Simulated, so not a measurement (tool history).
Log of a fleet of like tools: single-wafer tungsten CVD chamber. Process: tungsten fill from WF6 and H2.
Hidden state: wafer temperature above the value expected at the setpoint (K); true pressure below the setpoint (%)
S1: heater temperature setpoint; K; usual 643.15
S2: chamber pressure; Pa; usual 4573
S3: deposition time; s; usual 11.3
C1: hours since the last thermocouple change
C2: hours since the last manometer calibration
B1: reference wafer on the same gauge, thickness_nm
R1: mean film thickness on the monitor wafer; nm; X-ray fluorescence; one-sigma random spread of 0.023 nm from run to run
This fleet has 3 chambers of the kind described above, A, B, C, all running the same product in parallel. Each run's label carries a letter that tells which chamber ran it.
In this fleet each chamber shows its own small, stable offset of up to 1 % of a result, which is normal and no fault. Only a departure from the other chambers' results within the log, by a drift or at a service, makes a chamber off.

{"run": "1A", "day": 0.412, "S1": 643.15, "S2": 4573, "S3": 11.3, "C1": 1507, "C2": 891.3, "B1": 15.894, "R1": 19.035}
{"run": "2C", "day": 0.617, "S1": 643.15, "S2": 4573, "S3": 11.3, "C1": 1190.6, "C2": 1154.7, "B1": 15.891, "R1": 19.174}
{"day": 0.917, "done": "chamber A: thermocouple changed; heater temperature recalibrated"}
{"run": "3B", "day": 1.046, "S1": 643.15, "S2": 4573, "S3": 11.3, "C1": 1409.7, "C2": 33.3, "B1": 15.89, "R1": 19.316}
{"run": "4B", "day": 1.35, "S1": 643.15, "S2": 4573, "S3": 11.3, "C1": 1417, "C2": 40.6, "B1": 15.889, "R1": 19.26}
{"run": "5A", "day": 1.612, "S1": 643.15, "S2": 4573, "S3": 11.3, "C1": 16.8, "C2": 920.1, "B1": 15.891, "R1": 18.991}
{"run": "6C", "day": 1.979, "S1": 643.15, "S2": 4573, "S3": 11.3, "C1": 1223.3, "C2": 1187.4, "B1": 15.885, "R1": 19.148}
{"run": "7B", "day": 2.317, "S1": 643.15, "S2": 4573, "S3": 11.3, "C1": 1440.2, "C2": 63.8, "B1": 15.883, "R1": 19.293}
{"run": "8C", "day": 2.542, "S1": 643.15, "S2": 4573, "S3": 11.3, "C1": 1236.8, "C2": 1200.9, "B1": 15.888, "R1": 19.202}
{"run": "9A", "day": 2.833, "S1": 643.15, "S2": 4573, "S3": 11.3, "C1": 46.1, "C2": 949.4, "B1": 15.88, "R1": 19.047}
{"run": "10C", "day": 3.104, "S1": 643.15, "S2": 4573, "S3": 11.3, "C1": 1250.3, "C2": 1214.4, "B1": 15.881, "R1": 19.207}
{"run": "11B", "day": 3.342, "S1": 643.15, "S2": 4573, "S3": 11.3, "C1": 1464.8, "C2": 88.4, "B1": 15.883, "R1": 19.291}
{"run": "12A", "day": 3.75, "S1": 643.15, "S2": 4573, "S3": 11.3, "C1": 68.1, "C2": 971.4, "B1": 15.875, "R1": 19.065}
{"run": "13A", "day": 4.183, "S1": 643.15, "S2": 4573, "S3": 11.3, "C1": 78.5, "C2": 981.8, "B1": 15.871, "R1": 18.989}
{"run": "14C", "day": 4.579, "S1": 643.15, "S2": 4573, "S3": 11.3, "C1": 1285.7, "C2": 1249.8, "B1": 15.867, "R1": 19.201}
{"run": "15B", "day": 5.029, "S1": 643.15, "S2": 4573, "S3": 11.3, "C1": 1505.3, "C2": 128.9, "B1": 15.866, "R1": 19.255}
{"run": "16C", "day": 5.346, "S1": 643.15, "S2": 4573, "S3": 11.3, "C1": 1304.1, "C2": 1268.2, "B1": 15.863, "R1": 19.163}
{"run": "17B", "day": 5.788, "S1": 638.15, "S2": 4573, "S3": 11.3, "C1": 1523.5, "C2": 147.1, "B1": 15.864, "R1": 17.291}
{"run": "18A", "day": 6.15, "S1": 638.15, "S2": 4573, "S3": 11.3, "C1": 125.7, "C2": 1029, "B1": 15.856, "R1": 17.057}
{"run": "19C", "day": 6.517, "S1": 638.15, "S2": 4573, "S3": 11.3, "C1": 1332.2, "C2": 1296.3, "B1": 15.861, "R1": 17.226}
{"run": "20B", "day": 6.808, "S1": 643.15, "S2": 4573, "S3": 11.3, "C1": 1548, "C2": 171.6, "B1": 15.854, "R1": 19.204}
{"run": "21A", "day": 7.017, "S1": 643.15, "S2": 4573, "S3": 11.3, "C1": 146.5, "C2": 1049.8, "B1": 15.854, "R1": 18.991}
{"run": "22A", "day": 7.342, "S1": 643.15, "S2": 4573, "S3": 11.3, "C1": 154.3, "C2": 1057.6, "B1": 15.855, "R1": 18.991}
{"run": "23B", "day": 7.725, "S1": 643.15, "S2": 4573, "S3": 11.3, "C1": 1570, "C2": 193.6, "B1": 15.849, "R1": 19.242}
{"run": "24C", "day": 7.933, "S1": 648.15, "S2": 4573, "S3": 11.3, "C1": 1366.2, "C2": 1330.3, "B1": 15.846, "R1": 21.239}
{"run": "25C", "day": 8.179, "S1": 648.15, "S2": 4573, "S3": 11.3, "C1": 1372.1, "C2": 1336.2, "B1": 15.845, "R1": 21.26}
{"run": "26A", "day": 8.617, "S1": 648.15, "S2": 4573, "S3": 11.3, "C1": 184.9, "C2": 1088.2, "B1": 15.841, "R1": 21.115}
{"run": "27B", "day": 8.9, "S1": 643.15, "S2": 4573, "S3": 11.3, "C1": 1598.2, "C2": 221.8, "B1": 15.839, "R1": 19.239}
{"day": 8.992, "done": "chamber C: capacitance manometer re-zeroed and calibrated"}
{"run": "28B", "day": 9.15, "S1": 643.15, "S2": 4573, "S3": 11.3, "C1": 1604.2, "C2": 227.8, "B1": 15.837, "R1": 19.261}
{"run": "29A", "day": 9.504, "S1": 643.15, "S2": 3613, "S3": 13.3, "C1": 206.2, "C2": 1109.5, "B1": 15.843, "R1": 20.065}
{"run": "30C", "day": 9.712, "S1": 643.15, "S2": 3613, "S3": 13.3, "C1": 1408.9, "C2": 17.3, "B1": 15.835, "R1": 20.113}
{"run": "31A", "day": 10.058, "S1": 643.15, "S2": 3613, "S3": 13.3, "C1": 219.5, "C2": 1122.8, "B1": 15.828, "R1": 20.064}
{"run": "32B", "day": 10.421, "S1": 643.15, "S2": 4573, "S3": 11.3, "C1": 1634.7, "C2": 258.3, "B1": 15.831, "R1": 19.202}
{"run": "33C", "day": 10.733, "S1": 643.15, "S2": 4573, "S3": 11.3, "C1": 1433.4, "C2": 41.8, "B1": 15.825, "R1": 19.142}
{"run": "34A", "day": 11.054, "S1": 643.15, "S2": 4573, "S3": 11.3, "C1": 243.4, "C2": 1146.7, "B1": 15.824, "R1": 18.972}

Read the log: is a single chamber off, either drifting away or since a service, is the gauge that measures every chamber drifting, or is nothing wrong beyond small per-chamber offsets? Name any odd chamber and what most likely caused it.

The shared gauge is drifting. All chambers look as if they move in step, but none is off.
Most likely cause: gauge reads low (%) = 0.486.
